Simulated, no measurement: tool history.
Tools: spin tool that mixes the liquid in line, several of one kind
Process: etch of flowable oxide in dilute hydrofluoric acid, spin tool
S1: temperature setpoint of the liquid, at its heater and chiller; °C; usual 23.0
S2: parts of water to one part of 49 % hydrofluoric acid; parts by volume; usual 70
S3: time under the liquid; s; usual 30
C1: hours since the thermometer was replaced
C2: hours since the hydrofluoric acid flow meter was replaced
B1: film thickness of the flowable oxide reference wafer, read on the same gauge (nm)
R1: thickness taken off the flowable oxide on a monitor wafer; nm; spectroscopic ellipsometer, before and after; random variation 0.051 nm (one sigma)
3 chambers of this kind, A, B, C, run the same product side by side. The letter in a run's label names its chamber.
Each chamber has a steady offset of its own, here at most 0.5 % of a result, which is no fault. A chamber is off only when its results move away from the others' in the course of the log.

run     day    S1  S2  S3      C1      C2      B1       R1
 1B   0.329  23.0  70  30  1741.0   677.9  40.029  10.5720
 2C   0.571  23.0  70  30   270.0   193.4  40.002  10.5860
      0.833  -- chamber B: hydrofluoric acid flow meter replaced
 3A   0.962  23.0  70  30   581.9  1058.5  40.002  10.6380
 4C   1.471  23.0  70  30   291.6   215.0  39.995  10.5490
 5B   1.771  23.0  70  30  1775.6    22.5  40.031  10.6890
 6A   2.192  23.0  70  30   611.4  1088.0  40.002  10.5730
 7C   2.488  27.0  85  30   316.0   239.4  39.999  10.1190
 8B   2.888  27.0  85  30  1802.4    49.3  39.996  10.0450
 9A   3.200  27.0  85  30   635.6  1112.2  39.999  10.0090
10C   3.517  23.0  70  30   340.7   264.1  39.980  10.6140
11A   3.775  23.0  70  30   649.4  1126.0  39.964  10.6630
12B   4.225  23.0  70  30  1834.5    81.4  39.990  10.6970
13B   4.729  25.5  55  30  1846.6    93.5  39.988  15.2330
14A   5.250  25.5  55  30   684.8  1161.4  39.992  15.2470
15C   5.783  25.5  55  30   395.1   318.5  40.010  15.3520
16B   6.033  23.0  85  45  1877.9   124.8  39.993  12.9490
17C   6.446  23.0  85  45   411.0   334.4  39.990  12.9030
18A   6.792  23.0  85  45   721.8  1198.4  40.006  12.8530
19C   7.271  23.0  70  30   430.8   354.2  40.019  10.6080
20B   7.754  23.0  70  30  1919.2   166.1  39.989  10.6710
21A   8.079  23.0  70  30   752.7  1229.3  40.003  10.6960
22C   8.579  23.0  70  30   462.2   385.6  39.998  10.6240
23A   9.129  23.0  70  30   777.9  1254.5  39.979  10.7100
24B   9.442  23.0  70  30  1959.7   206.6  39.977  10.6940
25B   9.846  20.0  70  30  1969.4   216.3  39.991   9.3714
26C  10.262  20.0  70  30   502.6   426.0  40.024   9.3428
     10.350  -- chamber C: thermometer replaced
27A  10.725  20.0  70  30   816.2  1292.8  40.013   9.3847
28C  11.258  23.0  70  30    21.8   449.9  39.986  10.6670

All 3 chambers run these settings next. Forecast each chamber's results:
29A  11.650  23.0  70  30               ?
29B  11.650  23.0  70  30               ?
29C  11.650  23.0  70  30               ?

run       R1
29A  10.6430
29B  10.5740
29C  10.6350
